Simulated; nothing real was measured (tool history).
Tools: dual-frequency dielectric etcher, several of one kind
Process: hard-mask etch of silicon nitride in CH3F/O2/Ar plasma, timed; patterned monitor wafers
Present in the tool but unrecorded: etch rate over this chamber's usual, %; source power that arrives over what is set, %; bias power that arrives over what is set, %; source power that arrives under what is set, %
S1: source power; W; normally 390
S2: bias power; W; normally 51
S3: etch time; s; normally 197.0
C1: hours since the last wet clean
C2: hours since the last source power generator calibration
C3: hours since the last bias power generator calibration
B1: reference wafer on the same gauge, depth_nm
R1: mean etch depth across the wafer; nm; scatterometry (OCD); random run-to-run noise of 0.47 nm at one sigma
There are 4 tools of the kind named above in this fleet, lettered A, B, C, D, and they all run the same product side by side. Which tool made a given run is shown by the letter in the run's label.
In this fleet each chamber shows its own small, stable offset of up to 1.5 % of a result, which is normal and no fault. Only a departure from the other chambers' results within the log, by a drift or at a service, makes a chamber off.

run   hour   S1  S2     S3     C1      C2      C3      B1       R1
 1D    2.7  390  51  197.0  363.2   485.6   879.3  101.91  124.120
 2A    5.4  390  51  197.0  326.9  1651.1  3289.0  101.96  122.050
 3B    7.8  390  51  197.0   86.7  1195.9  1717.2  102.10  122.140
 4C   11.6  390  51  197.0  406.2   243.3  1749.8  102.02  121.340
 5A   15.8  390  51  197.0  337.3  1661.5  3299.4  102.05  122.220
 6B   18.5  390  51  197.0   97.4  1206.6  1727.9  101.95  121.840
 7C   21.0  470  58  197.0  415.6   252.7  1759.2  101.98  135.480
 8D   23.7  470  58  197.0  384.2   506.6   900.3  101.90  138.560
 9B   27.0  470  58  197.0  105.9  1215.1  1736.4  102.04  137.810
10A   29.5  470  58  197.0  351.0  1675.2  3313.1  101.95  136.480
11D   33.9  390  51  197.0  394.4   516.8   910.5  101.96  123.200
12C   36.8  390  51  197.0  431.4   268.5  1775.0  101.97  120.140
13C   40.1  390  51  167.5  434.7   271.8  1778.3  101.92  103.200
14D   42.8  390  51  167.5  403.3   525.7   919.4  101.95  105.240
15A   45.3  390  51  167.5  366.8  1691.0  3328.9  102.04  104.330
16B   47.9  390  51  167.5  126.8  1236.0  1757.3  101.99  104.280
17B   51.2  390  51  197.0  130.1  1239.3  1760.6  101.92  123.210
      52.8  -- chamber D: wet clean of the chamber
18A   55.8  340  51  147.5  377.3  1701.5  3339.4  101.95   86.805
19C   60.3  340  51  147.5  454.9   292.0  1798.5  102.07   86.207
      64.2  -- chamber C: wet clean of the chamber
20D   64.3  340  51  147.5   11.5   547.2   940.9  102.04   88.084
21B   68.4  340  51  147.5  147.3  1256.5  1777.8  102.06   86.457
22A   73.0  480  57  197.0  394.5  1718.7  3356.6  102.00  138.530
23C   75.0  480  57  197.0   10.8   306.7  1813.2  102.04  143.100
24D   78.6  480  57  197.0   25.8   561.5   955.2  102.05  138.770
25C   83.2  480  57  197.0   19.0   314.9  1821.4  102.00  142.600
26B   87.6  390  51  197.0  166.5  1275.7  1797.0  101.94  121.960
27A   90.5  390  51  197.0  412.0  1736.2  3374.1  102.06  122.320
28D   93.2  390  51  197.0   40.4   576.1   969.8  101.98  123.640
29C   97.6  390  51  197.0   33.4   329.3  1835.8  101.93  126.670
30B  102.0  390  51  197.0  180.9  1290.1  1811.4  101.99  121.320
31D  104.1  390  51  197.0   51.3   587.0   980.7  101.92  124.110
32A  108.4  390  51  197.0  429.9  1754.1  3392.0  101.86  122.370
33D  113.1  390  51  197.0   60.3   596.0   989.7  102.00  122.660
34C  115.5  390  51  197.0   51.3   347.2  1853.7  102.01  126.990
35B  118.1  390  51  197.0  197.0  1306.2  1827.5  102.02  122.260
36A  122.4  340  51  197.0  443.9  1768.1  3406.0  101.99  116.300
37C  125.4  340  51  197.0   61.2   357.1  1863.6  102.08  119.730
38B  128.7  340  51  197.0  207.6  1316.8  1838.1  101.92  115.310
39A  130.9  340  51  197.0  452.4  1776.6  3414.5  101.95  116.070
40D  133.8  390  51  197.0   81.0   616.7  1010.4  102.05  122.900
41D  137.9  390  51  197.0   85.1   620.8  1014.5  102.00  124.200
42A  140.0  390  51  197.0  461.5  1785.7  3423.6  102.09  122.600
43C  142.2  390  51  197.0   78.0   373.9  1880.4  102.01  127.270

Next, every chamber runs the same settings. What will each give?
44A  145.6  390  51  197.0                   ?
44B  145.6  390  51  197.0                   ?
44C  145.6  390  51  197.0                   ?
44D  145.6  390  51  197.0                   ?

run       R1
44A  122.810
44B  122.010
44C  126.360
44D  123.560
